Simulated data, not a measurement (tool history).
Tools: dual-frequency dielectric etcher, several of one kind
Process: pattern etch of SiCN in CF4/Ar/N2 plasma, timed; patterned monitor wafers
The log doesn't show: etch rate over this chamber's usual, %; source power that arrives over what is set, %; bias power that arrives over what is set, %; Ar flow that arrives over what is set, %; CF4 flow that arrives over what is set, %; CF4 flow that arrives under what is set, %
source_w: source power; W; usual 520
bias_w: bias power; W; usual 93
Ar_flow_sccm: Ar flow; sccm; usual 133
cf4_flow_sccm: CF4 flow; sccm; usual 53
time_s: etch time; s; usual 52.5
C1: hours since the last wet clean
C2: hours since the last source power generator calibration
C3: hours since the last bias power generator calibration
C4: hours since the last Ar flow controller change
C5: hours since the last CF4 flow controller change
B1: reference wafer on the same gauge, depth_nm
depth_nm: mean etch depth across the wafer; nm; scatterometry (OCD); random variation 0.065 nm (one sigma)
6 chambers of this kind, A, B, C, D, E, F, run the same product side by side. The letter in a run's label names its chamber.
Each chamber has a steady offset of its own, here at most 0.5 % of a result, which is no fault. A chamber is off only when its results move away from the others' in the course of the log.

{"run": "1A", "hour": 10.0, "source_w": 520, "bias_w": 93, "Ar_flow_sccm": 133, "cf4_flow_sccm": 53, "time_s": 52.5, "C1": 429.2, "C2": 4370.2, "C3": 13.9, "C4": 3254.9, "C5": 1791.5, "B1": 59.014, "depth_nm": 51.439}
{"run": "2E", "hour": 21.6, "source_w": 520, "bias_w": 93, "Ar_flow_sccm": 133, "cf4_flow_sccm": 53, "time_s": 52.5, "C1": 359.9, "C2": 90.1, "C3": 2165.9, "C4": 808.1, "C5": 788.7, "B1": 59.001, "depth_nm": 51.554}
{"run": "3B", "hour": 30.1, "source_w": 520, "bias_w": 93, "Ar_flow_sccm": 133, "cf4_flow_sccm": 53, "time_s": 52.5, "C1": 362.7, "C2": 1788.5, "C3": 932.6, "C4": 615.9, "C5": 2224.3, "B1": 59.013, "depth_nm": 51.632}
{"run": "4C", "hour": 44.1, "source_w": 520, "bias_w": 93, "Ar_flow_sccm": 133, "cf4_flow_sccm": 53, "time_s": 52.5, "C1": 470.5, "C2": 2249, "C3": 1264.7, "C4": 3632.6, "C5": 3335.9, "B1": 59.034, "depth_nm": 51.538}
{"run": "5F", "hour": 53.3, "source_w": 520, "bias_w": 93, "Ar_flow_sccm": 133, "cf4_flow_sccm": 53, "time_s": 52.5, "C1": 469, "C2": 1215.8, "C3": 669.1, "C4": 1481.2, "C5": 2220.4, "B1": 59.066, "depth_nm": 51.845}
{"run": "6D", "hour": 61.4, "source_w": 520, "bias_w": 93, "Ar_flow_sccm": 133, "cf4_flow_sccm": 53, "time_s": 45.5, "C1": 311.5, "C2": 284.2, "C3": 1048.2, "C4": 953.8, "C5": 2829, "B1": 59.037, "depth_nm": 44.878}
{"hour": 69.7, "done": "chamber A: wet clean of the chamber"}
{"run": "7B", "hour": 71.4, "source_w": 520, "bias_w": 93, "Ar_flow_sccm": 133, "cf4_flow_sccm": 53, "time_s": 45.5, "C1": 404, "C2": 1829.8, "C3": 973.9, "C4": 657.2, "C5": 2265.6, "B1": 59.054, "depth_nm": 44.853}
{"run": "8C", "hour": 79.9, "source_w": 520, "bias_w": 93, "Ar_flow_sccm": 133, "cf4_flow_sccm": 53, "time_s": 45.5, "C1": 506.3, "C2": 2284.8, "C3": 1300.5, "C4": 3668.4, "C5": 3371.7, "B1": 59.075, "depth_nm": 44.649}
{"run": "9A", "hour": 87.5, "source_w": 520, "bias_w": 93, "Ar_flow_sccm": 133, "cf4_flow_sccm": 53, "time_s": 45.5, "C1": 17.9, "C2": 4447.7, "C3": 91.4, "C4": 3332.4, "C5": 1869, "B1": 59.072, "depth_nm": 44.569}
{"hour": 88.6, "done": "chamber C: wet clean of the chamber"}
{"run": "10F", "hour": 98.1, "source_w": 520, "bias_w": 93, "Ar_flow_sccm": 133, "cf4_flow_sccm": 53, "time_s": 45.5, "C1": 513.8, "C2": 1260.6, "C3": 713.9, "C4": 1526, "C5": 2265.2, "B1": 59.086, "depth_nm": 45.005}
{"run": "11E", "hour": 104.8, "source_w": 520, "bias_w": 93, "Ar_flow_sccm": 133, "cf4_flow_sccm": 53, "time_s": 45.5, "C1": 443.1, "C2": 173.3, "C3": 2249.1, "C4": 891.3, "C5": 871.9, "B1": 59.074, "depth_nm": 44.691}
{"run": "12D", "hour": 116.9, "source_w": 520, "bias_w": 93, "Ar_flow_sccm": 133, "cf4_flow_sccm": 53, "time_s": 52.5, "C1": 367, "C2": 339.7, "C3": 1103.7, "C4": 1009.3, "C5": 2884.5, "B1": 59.105, "depth_nm": 51.747}
{"hour": 118.4, "done": "chamber B: wet clean of the chamber"}
{"run": "13F", "hour": 125.8, "source_w": 520, "bias_w": 93, "Ar_flow_sccm": 163, "cf4_flow_sccm": 53, "time_s": 52.5, "C1": 541.5, "C2": 1288.3, "C3": 741.6, "C4": 1553.7, "C5": 2292.9, "B1": 59.101, "depth_nm": 50.352}
{"run": "14C", "hour": 138.7, "source_w": 520, "bias_w": 93, "Ar_flow_sccm": 163, "cf4_flow_sccm": 53, "time_s": 52.5, "C1": 50.2, "C2": 2343.6, "C3": 1359.3, "C4": 3727.2, "C5": 3430.5, "B1": 59.102, "depth_nm": 49.978}
{"run": "15A", "hour": 148.0, "source_w": 520, "bias_w": 93, "Ar_flow_sccm": 163, "cf4_flow_sccm": 53, "time_s": 52.5, "C1": 78.4, "C2": 4508.2, "C3": 151.9, "C4": 3392.9, "C5": 1929.5, "B1": 59.106, "depth_nm": 49.931}
{"run": "16E", "hour": 158.4, "source_w": 520, "bias_w": 93, "Ar_flow_sccm": 163, "cf4_flow_sccm": 53, "time_s": 52.5, "C1": 496.7, "C2": 226.9, "C3": 2302.7, "C4": 944.9, "C5": 925.5, "B1": 59.122, "depth_nm": 50.083}
{"run": "17B", "hour": 169.3, "source_w": 520, "bias_w": 93, "Ar_flow_sccm": 163, "cf4_flow_sccm": 53, "time_s": 52.5, "C1": 51, "C2": 1927.7, "C3": 1071.8, "C4": 755.1, "C5": 2363.5, "B1": 59.13, "depth_nm": 50.122}
{"hour": 174.4, "done": "chamber A: source power generator calibrated"}
{"hour": 177.4, "done": "chamber F: wet clean of the chamber"}
{"run": "18D", "hour": 183.3, "source_w": 520, "bias_w": 93, "Ar_flow_sccm": 163, "cf4_flow_sccm": 53, "time_s": 52.5, "C1": 433.4, "C2": 406.1, "C3": 1170.1, "C4": 1075.7, "C5": 2950.9, "B1": 59.163, "depth_nm": 50.234}
{"run": "19A", "hour": 194.6, "source_w": 600, "bias_w": 101, "Ar_flow_sccm": 133, "cf4_flow_sccm": 53, "time_s": 52.5, "C1": 125, "C2": 20.3, "C3": 198.5, "C4": 3439.5, "C5": 1976.1, "B1": 59.165, "depth_nm": 60.257}
{"run": "20D", "hour": 202.2, "source_w": 600, "bias_w": 101, "Ar_flow_sccm": 133, "cf4_flow_sccm": 53, "time_s": 52.5, "C1": 452.3, "C2": 425, "C3": 1189, "C4": 1094.6, "C5": 2969.8, "B1": 59.174, "depth_nm": 60.525}
{"hour": 210.6, "done": "chamber D: wet clean of the chamber"}
{"run": "21F", "hour": 211.4, "source_w": 600, "bias_w": 101, "Ar_flow_sccm": 133, "cf4_flow_sccm": 53, "time_s": 52.5, "C1": 34, "C2": 1373.9, "C3": 827.2, "C4": 1639.3, "C5": 2378.5, "B1": 59.17, "depth_nm": 60.793}
{"run": "22C", "hour": 225.6, "source_w": 600, "bias_w": 101, "Ar_flow_sccm": 133, "cf4_flow_sccm": 53, "time_s": 52.5, "C1": 137.1, "C2": 2430.5, "C3": 1446.2, "C4": 3814.1, "C5": 3517.4, "B1": 59.181, "depth_nm": 60.466}
{"hour": 227.9, "done": "chamber B: source power generator calibrated"}
{"run": "23E", "hour": 237.2, "source_w": 600, "bias_w": 101, "Ar_flow_sccm": 133, "cf4_flow_sccm": 53, "time_s": 52.5, "C1": 575.5, "C2": 305.7, "C3": 2381.5, "C4": 1023.7, "C5": 1004.3, "B1": 59.207, "depth_nm": 60.596}
{"run": "24B", "hour": 244.1, "source_w": 600, "bias_w": 101, "Ar_flow_sccm": 133, "cf4_flow_sccm": 53, "time_s": 52.5, "C1": 125.8, "C2": 16.2, "C3": 1146.6, "C4": 829.9, "C5": 2438.3, "B1": 59.201, "depth_nm": 60.448}
{"run": "25B", "hour": 251.4, "source_w": 520, "bias_w": 93, "Ar_flow_sccm": 133, "cf4_flow_sccm": 53, "time_s": 52.5, "C1": 133.1, "C2": 23.5, "C3": 1153.9, "C4": 837.2, "C5": 2445.6, "B1": 59.212, "depth_nm": 51.827}
{"run": "26D", "hour": 259.0, "source_w": 520, "bias_w": 93, "Ar_flow_sccm": 133, "cf4_flow_sccm": 53, "time_s": 52.5, "C1": 48.4, "C2": 481.8, "C3": 1245.8, "C4": 1151.4, "C5": 3026.6, "B1": 59.207, "depth_nm": 51.941}
{"run": "27C", "hour": 270.5, "source_w": 520, "bias_w": 93, "Ar_flow_sccm": 133, "cf4_flow_sccm": 53, "time_s": 52.5, "C1": 182, "C2": 2475.4, "C3": 1491.1, "C4": 3859, "C5": 3562.3, "B1": 59.222, "depth_nm": 51.62}
{"run": "28A", "hour": 280.5, "source_w": 520, "bias_w": 93, "Ar_flow_sccm": 133, "cf4_flow_sccm": 53, "time_s": 52.5, "C1": 210.9, "C2": 106.2, "C3": 284.4, "C4": 3525.4, "C5": 2062, "B1": 59.237, "depth_nm": 51.648}
{"run": "29E", "hour": 293.7, "source_w": 520, "bias_w": 93, "Ar_flow_sccm": 133, "cf4_flow_sccm": 53, "time_s": 52.5, "C1": 632, "C2": 362.2, "C3": 2438, "C4": 1080.2, "C5": 1060.8, "B1": 59.25, "depth_nm": 51.775}
{"run": "30F", "hour": 300.1, "source_w": 520, "bias_w": 93, "Ar_flow_sccm": 133, "cf4_flow_sccm": 53, "time_s": 52.5, "C1": 122.7, "C2": 1462.6, "C3": 915.9, "C4": 1728, "C5": 2467.2, "B1": 59.255, "depth_nm": 52.024}
{"hour": 301.6, "done": "chamber E: wet clean of the chamber"}
{"run": "31E", "hour": 306.7, "source_w": 520, "bias_w": 93, "Ar_flow_sccm": 133, "cf4_flow_sccm": 53, "time_s": 52.5, "C1": 5.2, "C2": 375.2, "C3": 2451, "C4": 1093.2, "C5": 1073.8, "B1": 59.243, "depth_nm": 51.774}
{"run": "32D", "hour": 317.6, "source_w": 400, "bias_w": 93, "Ar_flow_sccm": 133, "cf4_flow_sccm": 53, "time_s": 43, "C1": 107, "C2": 540.4, "C3": 1304.4, "C4": 1210, "C5": 3085.2, "B1": 59.261, "depth_nm": 34.035}
{"run": "33B", "hour": 326.6, "source_w": 400, "bias_w": 93, "Ar_flow_sccm": 133, "cf4_flow_sccm": 53, "time_s": 43, "C1": 208.3, "C2": 98.7, "C3": 1229.1, "C4": 912.4, "C5": 2520.8, "B1": 59.255, "depth_nm": 34.017}
{"run": "34C", "hour": 337.3, "source_w": 400, "bias_w": 93, "Ar_flow_sccm": 133, "cf4_flow_sccm": 53, "time_s": 43, "C1": 248.8, "C2": 2542.2, "C3": 1557.9, "C4": 3925.8, "C5": 3629.1, "B1": 59.265, "depth_nm": 33.805}
{"run": "35F", "hour": 348.7, "source_w": 400, "bias_w": 93, "Ar_flow_sccm": 133, "cf4_flow_sccm": 53, "time_s": 43, "C1": 171.3, "C2": 1511.2, "C3": 964.5, "C4": 1776.6, "C5": 2515.8, "B1": 59.286, "depth_nm": 34.006}
{"run": "36A", "hour": 359.1, "source_w": 400, "bias_w": 93, "Ar_flow_sccm": 133, "cf4_flow_sccm": 53, "time_s": 43, "C1": 289.5, "C2": 184.8, "C3": 363, "C4": 3604, "C5": 2140.6, "B1": 59.295, "depth_nm": 33.813}
{"run": "37F", "hour": 369.1, "source_w": 400, "bias_w": 93, "Ar_flow_sccm": 133, "cf4_flow_sccm": 53, "time_s": 43, "C1": 191.7, "C2": 1531.6, "C3": 984.9, "C4": 1797, "C5": 2536.2, "B1": 59.282, "depth_nm": 33.939}

What goes on in this fleet: one chamber off, a drifting gauge, or nothing beyond the chambers' own small offsets? Name the chamber and the cause, if any.

The gauge drifts, so all chambers seem to drift together. No chamber is off.
Cause: gauge reads high (%) = 0.517.
